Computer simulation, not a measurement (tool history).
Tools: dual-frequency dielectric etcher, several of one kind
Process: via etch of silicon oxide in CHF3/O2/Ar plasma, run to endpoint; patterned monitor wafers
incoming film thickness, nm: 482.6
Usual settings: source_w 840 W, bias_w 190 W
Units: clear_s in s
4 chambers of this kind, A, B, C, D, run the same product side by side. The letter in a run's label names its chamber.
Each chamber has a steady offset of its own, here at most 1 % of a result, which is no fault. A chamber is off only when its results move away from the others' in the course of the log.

run 1B hour=2 | source_w=840 bias_w=190 | clear_s=210.56
run 2A hour=5.8 | source_w=840 bias_w=190 | clear_s=208.73
run 3C hour=9.9 | source_w=840 bias_w=190 | clear_s=211.71
run 4D hour=14 | source_w=840 bias_w=190 | clear_s=211.18
run 5D hour=17.3 | source_w=1030 bias_w=190 | clear_s=193.44
run 6C hour=20.6 | source_w=1030 bias_w=190 | clear_s=196.97
run 7B hour=22.9 | source_w=1030 bias_w=190 | clear_s=195.95
run 8A hour=25 | source_w=1030 bias_w=190 | clear_s=196.39
run 9B hour=29.1 | source_w=840 bias_w=190 | clear_s=211.68
-- hour=31.6 chamber C: wet clean of the chamber
run 10A hour=32.4 | source_w=840 bias_w=190 | clear_s=213.46
run 11D hour=35.5 | source_w=840 bias_w=190 | clear_s=209.67
run 12C hour=38.7 | source_w=840 bias_w=190 | clear_s=212.82
run 13D hour=41.3 | source_w=840 bias_w=190 | clear_s=210.77
run 14A hour=44.6 | source_w=840 bias_w=190 | clear_s=215.13
run 15C hour=48 | source_w=840 bias_w=190 | clear_s=213.38
run 16B hour=50.1 | source_w=840 bias_w=190 | clear_s=209.73
run 17B hour=53.9 | source_w=840 bias_w=190 | clear_s=210.55
run 18D hour=57.3 | source_w=840 bias_w=190 | clear_s=210.05
run 19A hour=59.9 | source_w=840 bias_w=190 | clear_s=212.3
run 20C hour=62.2 | source_w=840 bias_w=190 | clear_s=213.28
run 21B hour=66.3 | source_w=840 bias_w=190 | clear_s=212.1
run 22A hour=69 | source_w=840 bias_w=190 | clear_s=217.01
run 23D hour=73.2 | source_w=840 bias_w=190 | clear_s=211.93
run 24C hour=76 | source_w=840 bias_w=190 | clear_s=212.34
run 25C hour=78.7 | source_w=840 bias_w=190 | clear_s=213.05
run 26B hour=81.2 | source_w=970 bias_w=224 | clear_s=189.03
run 27A hour=84.8 | source_w=970 bias_w=224 | clear_s=194.56
run 28D hour=87 | source_w=970 bias_w=224 | clear_s=187.67
run 29D hour=89 | source_w=970 bias_w=224 | clear_s=187.43
run 30A hour=92.8 | source_w=840 bias_w=190 | clear_s=218.76
run 31C hour=96.1 | source_w=840 bias_w=190 | clear_s=213.79
run 32B hour=100.1 | source_w=840 bias_w=190 | clear_s=211.85

What goes on in this fleet: one chamber off, a drifting gauge, or nothing beyond the chambers' own small offsets? Name the chamber and the cause, if any.

Chamber A drifts away from the others.
Cause: etch rate under this chamber's usual, % = 4.94.

Here are 4 candidates for chamber A's next run, each the usual settings with a change, their results left as question marks. Which one brings its results back in line with what the others give on the usual settings?
In line means no further than this from the other chambers' mean on the usual settings: clear_s 4.4 s
run 33A-1 hour=103.2 | source_w=840 bias_w=163 | clear_s=?
run 33A-2 hour=103.2 | source_w=970 bias_w=215 | clear_s=?
run 33A-3 hour=103.2 | source_w=660 bias_w=190 | clear_s=?
run 33A-4 hour=103.2 | source_w=900 bias_w=201 | clear_s=?

The other chambers' mean on the usual settings: clear_s 211.08 s
run=33A-1 clear_s=231.04
run=33A-2 clear_s=199.6
run=33A-3 clear_s=241.53
run=33A-4 clear_s=210.13
33A-4 brings the chamber back in line.

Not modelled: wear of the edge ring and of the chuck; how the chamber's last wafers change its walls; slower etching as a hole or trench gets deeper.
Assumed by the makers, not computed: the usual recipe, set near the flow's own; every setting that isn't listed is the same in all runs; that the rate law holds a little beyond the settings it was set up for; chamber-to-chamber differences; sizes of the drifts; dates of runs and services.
